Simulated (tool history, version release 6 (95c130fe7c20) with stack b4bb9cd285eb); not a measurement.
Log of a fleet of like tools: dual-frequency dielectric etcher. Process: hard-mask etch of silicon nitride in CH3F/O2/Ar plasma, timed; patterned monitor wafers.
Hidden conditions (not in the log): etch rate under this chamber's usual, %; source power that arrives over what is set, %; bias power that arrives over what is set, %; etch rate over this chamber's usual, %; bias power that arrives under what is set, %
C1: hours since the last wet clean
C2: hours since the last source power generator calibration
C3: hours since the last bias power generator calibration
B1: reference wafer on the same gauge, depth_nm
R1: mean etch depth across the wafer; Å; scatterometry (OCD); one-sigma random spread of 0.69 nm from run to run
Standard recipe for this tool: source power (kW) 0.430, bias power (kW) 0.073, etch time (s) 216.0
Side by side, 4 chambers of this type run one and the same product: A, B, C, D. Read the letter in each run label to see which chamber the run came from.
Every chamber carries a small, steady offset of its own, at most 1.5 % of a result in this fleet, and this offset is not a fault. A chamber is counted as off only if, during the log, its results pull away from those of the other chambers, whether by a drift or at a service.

{"run": "1A", "hour": 4.6, "source power (kW)": 0.43, "bias power (kW)": 0.073, "etch time (s)": 216.0, "C1": 126.7, "C2": 126.8, "C3": 575.9, "B1": 126.01, "R1": 1580.3}
{"run": "2D", "hour": 8.2, "source power (kW)": 0.43, "bias power (kW)": 0.073, "etch time (s)": 216.0, "C1": 375.6, "C2": 254.2, "C3": 394.5, "B1": 125.98, "R1": 1546.1}
{"run": "3C", "hour": 13.9, "source power (kW)": 0.43, "bias power (kW)": 0.073, "etch time (s)": 216.0, "C1": 399.3, "C2": 2321.1, "C3": 2616.7, "B1": 125.95, "R1": 1554.7}
{"run": "4B", "hour": 19.8, "source power (kW)": 0.43, "bias power (kW)": 0.073, "etch time (s)": 216.0, "C1": 204.6, "C2": 46.1, "C3": 80.7, "B1": 126.02, "R1": 1560.5}
{"run": "5D", "hour": 24.1, "source power (kW)": 0.43, "bias power (kW)": 0.073, "etch time (s)": 216.0, "C1": 391.5, "C2": 270.1, "C3": 410.4, "B1": 125.88, "R1": 1549.5}
{"run": "6C", "hour": 27.8, "source power (kW)": 0.43, "bias power (kW)": 0.057, "etch time (s)": 173.5, "C1": 413.2, "C2": 2335.0, "C3": 2630.6, "B1": 125.85, "R1": 1148.7}
{"run": "7A", "hour": 33.4, "source power (kW)": 0.43, "bias power (kW)": 0.057, "etch time (s)": 173.5, "C1": 155.5, "C2": 155.6, "C3": 604.7, "B1": 126.13, "R1": 1176.1}
{"run": "8B", "hour": 37.7, "source power (kW)": 0.43, "bias power (kW)": 0.057, "etch time (s)": 173.5, "C1": 222.5, "C2": 64.0, "C3": 98.6, "B1": 126.16, "R1": 1163.4}
{"run": "9B", "hour": 41.3, "source power (kW)": 0.43, "bias power (kW)": 0.057, "etch time (s)": 173.5, "C1": 226.1, "C2": 67.6, "C3": 102.2, "B1": 126.05, "R1": 1166.8}
{"run": "10C", "hour": 47.5, "source power (kW)": 0.43, "bias power (kW)": 0.073, "etch time (s)": 216.0, "C1": 432.9, "C2": 2354.7, "C3": 2650.3, "B1": 126.07, "R1": 1554.8}
{"run": "11A", "hour": 52.0, "source power (kW)": 0.43, "bias power (kW)": 0.073, "etch time (s)": 248.5, "C1": 174.1, "C2": 174.2, "C3": 623.3, "B1": 126.05, "R1": 1808.4}
{"run": "12D", "hour": 58.3, "source power (kW)": 0.43, "bias power (kW)": 0.073, "etch time (s)": 248.5, "C1": 425.7, "C2": 304.3, "C3": 444.6, "B1": 126.07, "R1": 1769.5}
{"run": "13A", "hour": 61.5, "source power (kW)": 0.43, "bias power (kW)": 0.073, "etch time (s)": 248.5, "C1": 183.6, "C2": 183.7, "C3": 632.8, "B1": 126.03, "R1": 1810.8}
{"run": "14C", "hour": 66.7, "source power (kW)": 0.43, "bias power (kW)": 0.073, "etch time (s)": 248.5, "C1": 452.1, "C2": 2373.9, "C3": 2669.5, "B1": 126.07, "R1": 1795.6}
{"run": "15B", "hour": 70.6, "source power (kW)": 0.43, "bias power (kW)": 0.073, "etch time (s)": 216.0, "C1": 255.4, "C2": 96.9, "C3": 131.5, "B1": 126.05, "R1": 1559.0}
{"run": "16D", "hour": 76.8, "source power (kW)": 0.43, "bias power (kW)": 0.073, "etch time (s)": 216.0, "C1": 444.2, "C2": 322.8, "C3": 463.1, "B1": 126.02, "R1": 1550.9}
{"run": "17C", "hour": 80.5, "source power (kW)": 0.43, "bias power (kW)": 0.073, "etch time (s)": 216.0, "C1": 465.9, "C2": 2387.7, "C3": 2683.3, "B1": 125.98, "R1": 1564.9}
{"run": "18B", "hour": 86.8, "source power (kW)": 0.43, "bias power (kW)": 0.073, "etch time (s)": 216.0, "C1": 271.6, "C2": 113.1, "C3": 147.7, "B1": 126.02, "R1": 1568.5}
{"run": "19A", "hour": 90.4, "source power (kW)": 0.43, "bias power (kW)": 0.073, "etch time (s)": 216.0, "C1": 212.5, "C2": 212.6, "C3": 661.7, "B1": 125.95, "R1": 1560.0}
{"run": "20D", "hour": 94.0, "source power (kW)": 0.43, "bias power (kW)": 0.073, "etch time (s)": 216.0, "C1": 461.4, "C2": 340.0, "C3": 480.3, "B1": 126.01, "R1": 1542.9}
{"run": "21A", "hour": 99.4, "source power (kW)": 0.43, "bias power (kW)": 0.073, "etch time (s)": 216.0, "C1": 221.5, "C2": 221.6, "C3": 670.7, "B1": 125.9, "R1": 1558.9}
{"run": "22D", "hour": 105.0, "source power (kW)": 0.43, "bias power (kW)": 0.073, "etch time (s)": 216.0, "C1": 472.4, "C2": 351.0, "C3": 491.3, "B1": 126.16, "R1": 1560.7}
{"run": "23C", "hour": 108.7, "source power (kW)": 0.43, "bias power (kW)": 0.073, "etch time (s)": 216.0, "C1": 494.1, "C2": 2415.9, "C3": 2711.5, "B1": 125.99, "R1": 1559.5}
{"run": "24B", "hour": 113.3, "source power (kW)": 0.49, "bias power (kW)": 0.079, "etch time (s)": 216.0, "C1": 298.1, "C2": 139.6, "C3": 174.2, "B1": 125.98, "R1": 1691.7}
{"run": "25C", "hour": 116.1, "source power (kW)": 0.49, "bias power (kW)": 0.079, "etch time (s)": 216.0, "C1": 501.5, "C2": 2423.3, "C3": 2718.9, "B1": 125.96, "R1": 1675.1}
{"run": "26B", "hour": 120.1, "source power (kW)": 0.49, "bias power (kW)": 0.079, "etch time (s)": 216.0, "C1": 304.9, "C2": 146.4, "C3": 181.0, "B1": 126.0, "R1": 1689.6}
{"run": "27D", "hour": 125.5, "source power (kW)": 0.49, "bias power (kW)": 0.079, "etch time (s)": 216.0, "C1": 492.9, "C2": 371.5, "C3": 511.8, "B1": 126.03, "R1": 1675.3}
{"run": "28A", "hour": 128.4, "source power (kW)": 0.43, "bias power (kW)": 0.073, "etch time (s)": 216.0, "C1": 250.5, "C2": 250.6, "C3": 699.7, "B1": 125.95, "R1": 1515.8}
{"run": "29A", "hour": 132.6, "source power (kW)": 0.43, "bias power (kW)": 0.073, "etch time (s)": 216.0, "C1": 254.7, "C2": 254.8, "C3": 703.9, "B1": 125.97, "R1": 1517.7}
{"run": "30B", "hour": 137.5, "source power (kW)": 0.43, "bias power (kW)": 0.073, "etch time (s)": 216.0, "C1": 322.3, "C2": 163.8, "C3": 198.4, "B1": 125.94, "R1": 1554.3}
{"run": "31D", "hour": 143.0, "source power (kW)": 0.43, "bias power (kW)": 0.073, "etch time (s)": 216.0, "C1": 510.4, "C2": 389.0, "C3": 529.3, "B1": 125.89, "R1": 1549.9}

Read the log: is a single chamber off, either drifting away or since a service, is the gauge that measures every chamber drifting, or is nothing wrong beyond small per-chamber offsets? Name any odd chamber and what most likely caused it.

Chamber A drifts away from the others.
Likeliest cause: etch rate under this chamber's usual, % = 4.12.

Chamber A could run next with any of the 4 candidate recipes listed below; each alters the usual settings, and their results appear as question marks. Which one brings its results back in line with what the other chambers deliver on the usual settings?
A result is in line if it is within this distance of the other chambers' mean on the usual settings: R1 24.0 Å
{"run": "32A-1", "hour": 147.6, "source power (kW)": 0.42, "bias power (kW)": 0.072, "etch time (s)": 206.0, "R1": "?"}
{"run": "32A-2", "hour": 147.6, "source power (kW)": 0.43, "bias power (kW)": 0.073, "etch time (s)": 222.0, "R1": "?"}
{"run": "32A-3", "hour": 147.6, "source power (kW)": 0.44, "bias power (kW)": 0.073, "etch time (s)": 227.5, "R1": "?"}
{"run": "32A-4", "hour": 147.6, "source power (kW)": 0.43, "bias power (kW)": 0.073, "etch time (s)": 210.0, "R1": "?"}

The mean the other chambers reach with the usual settings: R1 1555.2 Å
run=32A-1 R1=1418.3
run=32A-2 R1=1549.5
run=32A-3 R1=1601.9
run=32A-4 R1=1465.7
Change 32A-2 lands the chamber within the allowed miss of the other chambers.

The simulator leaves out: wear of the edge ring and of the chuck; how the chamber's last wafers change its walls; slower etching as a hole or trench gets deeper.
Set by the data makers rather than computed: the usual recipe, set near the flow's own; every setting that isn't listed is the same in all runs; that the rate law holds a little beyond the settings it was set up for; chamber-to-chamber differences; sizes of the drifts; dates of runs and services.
